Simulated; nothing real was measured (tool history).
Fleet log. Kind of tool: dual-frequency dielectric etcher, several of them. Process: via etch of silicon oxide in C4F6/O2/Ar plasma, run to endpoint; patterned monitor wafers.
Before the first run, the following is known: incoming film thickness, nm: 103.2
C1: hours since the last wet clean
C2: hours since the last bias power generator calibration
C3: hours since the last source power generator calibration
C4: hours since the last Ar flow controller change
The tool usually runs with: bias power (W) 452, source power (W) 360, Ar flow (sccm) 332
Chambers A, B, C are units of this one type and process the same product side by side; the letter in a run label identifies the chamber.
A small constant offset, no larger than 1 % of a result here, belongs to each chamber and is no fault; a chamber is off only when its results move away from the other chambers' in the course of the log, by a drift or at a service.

Run 1C, hour 14: usual settings; C1 135.5; C2 1164; C3 281.9; C4 4059.6. Result: endpoint time (s) 24.5.
Run 2B, hour 21.6: usual settings; C1 140.9; C2 2597.1; C3 440.8; C4 1566.4. Result: endpoint time (s) 25.019.
Run 3A, hour 29: usual settings; C1 216.3; C2 44.4; C3 2636; C4 1007.2. Result: endpoint time (s) 24.982.
Run 4C, hour 41.8: usual settings; C1 163.3; C2 1191.8; C3 309.7; C4 4087.4. Result: endpoint time (s) 24.38.
Run 5A, hour 48.5: usual settings; C1 235.8; C2 63.9; C3 2655.5; C4 1026.7. Result: endpoint time (s) 25.06.
Run 6B, hour 58: usual settings; C1 177.3; C2 2633.5; C3 477.2; C4 1602.8. Result: endpoint time (s) 24.795.
Run 7B, hour 65.2: usual settings; C1 184.5; C2 2640.7; C3 484.4; C4 1610. Result: endpoint time (s) 24.778.
Run 8A, hour 73.7: usual settings but bias power (W) 542, Ar flow (sccm) 302; C1 261; C2 89.1; C3 2680.7; C4 1051.9. Result: endpoint time (s) 23.031.
Run 9C, hour 84.2: usual settings but bias power (W) 542, Ar flow (sccm) 302; C1 205.7; C2 1234.2; C3 352.1; C4 4129.8. Result: endpoint time (s) 22.54.
Run 10B, hour 97.8: usual settings but bias power (W) 542, Ar flow (sccm) 302; C1 217.1; C2 2673.3; C3 517; C4 1642.6. Result: endpoint time (s) 22.563.
Run 11C, hour 105.1: usual settings; C1 226.6; C2 1255.1; C3 373; C4 4150.7. Result: endpoint time (s) 24.646.
Run 12A, hour 117.6: usual settings; C1 304.9; C2 133; C3 2724.6; C4 1095.8. Result: endpoint time (s) 24.936.
Run 13A, hour 127.9: usual settings; C1 315.2; C2 143.3; C3 2734.9; C4 1106.1. Result: endpoint time (s) 24.947.
Run 14B, hour 142.1: usual settings; C1 261.4; C2 2717.6; C3 561.3; C4 1686.9. Result: endpoint time (s) 24.536.
Run 15C, hour 156.2: usual settings; C1 277.7; C2 1306.2; C3 424.1; C4 4201.8. Result: endpoint time (s) 24.462.
Run 16B, hour 168.4: usual settings but bias power (W) 515, Ar flow (sccm) 370; C1 287.7; C2 2743.9; C3 587.6; C4 1713.2. Result: endpoint time (s) 23.394.
Run 17C, hour 179.3: usual settings but bias power (W) 515, Ar flow (sccm) 370; C1 300.8; C2 1329.3; C3 447.2; C4 4224.9. Result: endpoint time (s) 23.911.
At hour 186.6: chamber A: wet clean of the chamber.
Run 18A, hour 188.6: usual settings but bias power (W) 515, Ar flow (sccm) 370; C1 2.1; C2 204; C3 2795.6; C4 1166.8. Result: endpoint time (s) 24.326.
Run 19B, hour 196.7: usual settings; C1 316; C2 2772.2; C3 615.9; C4 1741.5. Result: endpoint time (s) 24.281.
Run 20A, hour 204.6: usual settings; C1 18.1; C2 220; C3 2811.6; C4 1182.8. Result: endpoint time (s) 24.861.
Run 21C, hour 215.9: usual settings; C1 337.4; C2 1365.9; C3 483.8; C4 4261.5. Result: endpoint time (s) 24.502.
Run 22C, hour 225.4: usual settings; C1 346.9; C2 1375.4; C3 493.3; C4 4271. Result: endpoint time (s) 24.688.
Run 23A, hour 238.6: usual settings; C1 52.1; C2 254; C3 2845.6; C4 1216.8. Result: endpoint time (s) 24.954.
Run 24B, hour 245: usual settings but bias power (W) 407, source power (W) 390; C1 364.3; C2 2820.5; C3 664.2; C4 1789.8. Result: endpoint time (s) 24.259.
Run 25C, hour 257.4: usual settings but bias power (W) 407, source power (W) 390; C1 378.9; C2 1407.4; C3 525.3; C4 4303. Result: endpoint time (s) 24.708.
Run 26A, hour 268.3: usual settings but bias power (W) 407, source power (W) 390; C1 81.8; C2 283.7; C3 2875.3; C4 1246.5. Result: endpoint time (s) 25.115.

All 3 chambers run these settings next. Forecast each chamber's results:
Run 27A, hour 278.6: usual settings but source power (W) 290. Result: endpoint time (s) ?.
Run 27B, hour 278.6: usual settings but source power (W) 290. Result: endpoint time (s) ?.
Run 27C, hour 278.6: usual settings but source power (W) 290. Result: endpoint time (s) ?.

run  endpoint time (s)
27A             26.982
27B             26.191
27C              26.59
